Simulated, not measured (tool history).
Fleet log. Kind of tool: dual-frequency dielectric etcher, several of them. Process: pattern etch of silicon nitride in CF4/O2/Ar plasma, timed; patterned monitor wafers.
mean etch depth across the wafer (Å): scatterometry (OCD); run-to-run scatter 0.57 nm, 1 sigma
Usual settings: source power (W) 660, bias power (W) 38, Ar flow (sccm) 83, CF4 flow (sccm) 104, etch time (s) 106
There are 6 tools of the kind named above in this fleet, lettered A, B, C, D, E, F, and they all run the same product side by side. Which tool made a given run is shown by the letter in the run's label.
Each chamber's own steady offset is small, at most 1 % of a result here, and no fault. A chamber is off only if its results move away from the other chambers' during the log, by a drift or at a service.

run   hour  source power (W)  bias power (W)  Ar flow (sccm)  CF4 flow (sccm)  etch time (s)  read-back reference wafer on the same gauge, depth_nm  mean etch depth across the wafer (Å)
 1C   11.5               660              38              83              104            106                                                 237.21                                2396.2
 2F   17.8               660              38              83              104            106                                                 236.90                                2405.7
      24.7  -- chamber A: wet clean of the chamber
      28.0  -- chamber A: source power generator calibrated
 3A   29.8               660              38              83              104            106                                                 237.12                                2380.9
 4D   42.3               660              38              83              104            106                                                 237.04                                2395.1
      47.2  -- chamber A: CF4 flow controller replaced
 5E   48.6               570              38              83              104            106                                                 237.08                                2083.3
 6B   57.5               570              38              83              104            106                                                 237.05                                2114.9
 7B   68.7               570              38              83              104            106                                                 236.87                                2113.4
 8C   76.8               570              38              83              104            106                                                 237.08                                2093.1
 9D   89.1               570              38              83              104            106                                                 237.07                                2114.3
10F   99.7               570              38              83              104            106                                                 237.05                                2116.2
11A  110.7               660              38              83              104            106                                                 237.04                                2388.5
12E  117.2               660              38              83              104            106                                                 237.01                                2375.2
13F  128.3               660              38              83              104            106                                                 237.00                                2408.1
14B  136.0               660              38              83              104            106                                                 236.97                                2396.3
15C  145.5               660              38              83              104            106                                                 236.96                                2389.9
16A  154.4               660              38              83              104            106                                                 237.02                                2385.6
17E  166.1               660              38              83              104            106                                                 237.00                                2372.9
18D  173.2               660              38              83              104            106                                                 236.94                                2391.6
     180.2  -- chamber E: wet clean of the chamber
19D  182.6               660              38              83              104            106                                                 237.15                                2394.7
20E  194.6               560              46              83              104            106                                                 237.05                                2196.4
     204.9  -- chamber D: wet clean of the chamber
21A  208.1               560              46              83              104            106                                                 237.03                                2217.1
22F  218.5               560              46              83              104            106                                                 237.11                                2226.1
23B  229.3               560              46              83              104            106                                                 236.93                                2218.9
24C  241.1               560              46              83              104            106                                                 237.14                                2205.3
25D  251.6               560              46              83              104            106                                                 236.88                                2219.3
     256.1  -- chamber F: Ar flow controller replaced
26A  262.2               660              38              83              104            106                                                 236.91                                2375.3
27E  272.8               660              38              83              104            106                                                 236.99                                2378.5
28F  279.3               660              38              83              104            106                                                 237.17                                2412.4
29B  287.0               660              38              83              104            106                                                 236.89                                2399.2
30C  300.2               660              38              83              104            106                                                 237.08                                2397.6
31A  307.6               590              38              83              104            106                                                 237.01                                2154.8
     313.1  -- chamber C: wet clean of the chamber
32F  314.4               590              38              83              104            106                                                 237.06                                2174.8
33B  323.9               590              38              83              104            106                                                 237.11                                2170.6
34E  330.9               590              38              83              104            106                                                 237.00                                2151.5
35C  344.6               590              38              83              104            106                                                 237.01                                2164.3
36D  355.1               590              38              83              104            106                                                 237.02                                2168.1

Is one chamber out of step, is the gauge drifting, or do the chambers differ by no more than their own small offsets? For an off chamber, give its letter and the likeliest cause.

Beyond each chamber's small constant offset nothing stands out, and the gauge stays steady.
